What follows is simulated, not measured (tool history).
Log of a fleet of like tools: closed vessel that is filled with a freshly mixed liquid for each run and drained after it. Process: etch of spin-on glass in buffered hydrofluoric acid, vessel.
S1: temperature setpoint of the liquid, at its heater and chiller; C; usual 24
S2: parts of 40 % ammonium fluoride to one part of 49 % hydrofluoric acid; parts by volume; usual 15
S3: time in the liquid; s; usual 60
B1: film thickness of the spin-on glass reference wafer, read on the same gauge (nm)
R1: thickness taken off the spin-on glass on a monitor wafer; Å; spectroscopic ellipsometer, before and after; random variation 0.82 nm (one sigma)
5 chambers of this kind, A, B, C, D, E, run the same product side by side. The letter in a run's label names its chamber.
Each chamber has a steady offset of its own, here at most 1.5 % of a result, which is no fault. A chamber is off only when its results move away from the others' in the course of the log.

run   hour  S1    S2  S3      B1      R1
 1A    8.3  24    15  60  140.01  1069.4
 2C   15.1  24    15  60  139.97  1120.3
 3E   22.5  24    15  60  139.98  1081.2
 4B   34.4  24    15  60  140.02  1096.3
 5D   40.9  24    15  60  139.98  1118.8
 6B   54.5  26    17  60     140  1093.3
 7A   67.1  26    17  60  139.98  1071.2
      73.2  -- chamber A: hydrofluoric acid flow meter replaced
 8E   81.2  26    17  60  140.02  1080.7
 9C   91.7  26    17  60  140.01  1101.8
      97.4  -- chamber A: thermometer replaced
10D  105.6  26    17  60     140  1109.5
11B  114.4  24    15  60  140.02  1098.2
12C  125.4  24    15  60  140.01  1119.1
13E  133.9  24    15  60  140.03  1114.7
14D    148  24    15  60  139.97  1125.9
15A    159  24    15  60  140.01  1104.5
16E  171.1  24  17.5  60     140  947.08
17C  177.8  24  17.5  60     140  960.51
18A  189.8  24  17.5  60  139.97  953.48
19D  204.1  24  17.5  60  139.98  980.23
20B  210.4  24  17.5  60  139.96   946.4
21D  218.6  24    15  60  139.96  1149.3
22B  233.1  24    15  60  139.99  1095.5
23C  245.2  24    15  60  139.95    1113
24E  253.9  24    15  60  140.01  1098.1
25A  261.2  24    15  60  140.01  1091.8
26E  274.9  24    15  60     140  1094.2
27B  285.1  24    15  60  140.02  1100.8
28A  293.7  24    15  60  139.99  1093.5
29C  301.5  24    15  60  140.02  1112.1
30D    316  24    15  60  139.99    1181
31D  324.4  24    15  60  139.97  1204.5
32E  332.3  24    15  60  140.02  1101.2
33A    344  24    15  60     140  1097.8
34C  354.5  24    15  60  139.96  1127.2

Is one chamber off against the others, does the gauge drift, or is nothing wrong? If a chamber is off, say which, and what the likeliest cause is.

Chamber D drifts away from the others.
Cause: liquid hotter than its thermometer reads (K) = 1.51.
The log may not tell that from: hydrofluoric acid flow above the setpoint (%).

Here are 4 candidates for chamber D's next run, each the usual settings with a change, their results left as question marks. Which one brings its results back in line with what the others give on the usual settings?
In line means no further than this from the other chambers' mean on the usual settings: R1 29 Å
35D-1  364.9  23.5  16  60       ?
35D-2  364.9  24.5  14  60       ?
35D-3  364.9  23.5  16  55       ?
35D-4  364.9    27  15  60       ?

The other chambers' mean on the usual settings: R1 1103 Å
  run      R1
35D-1  1109.3
35D-2  1336.8
35D-3  1016.9
35D-4  1427.8
35D-1 brings the chamber back in line.
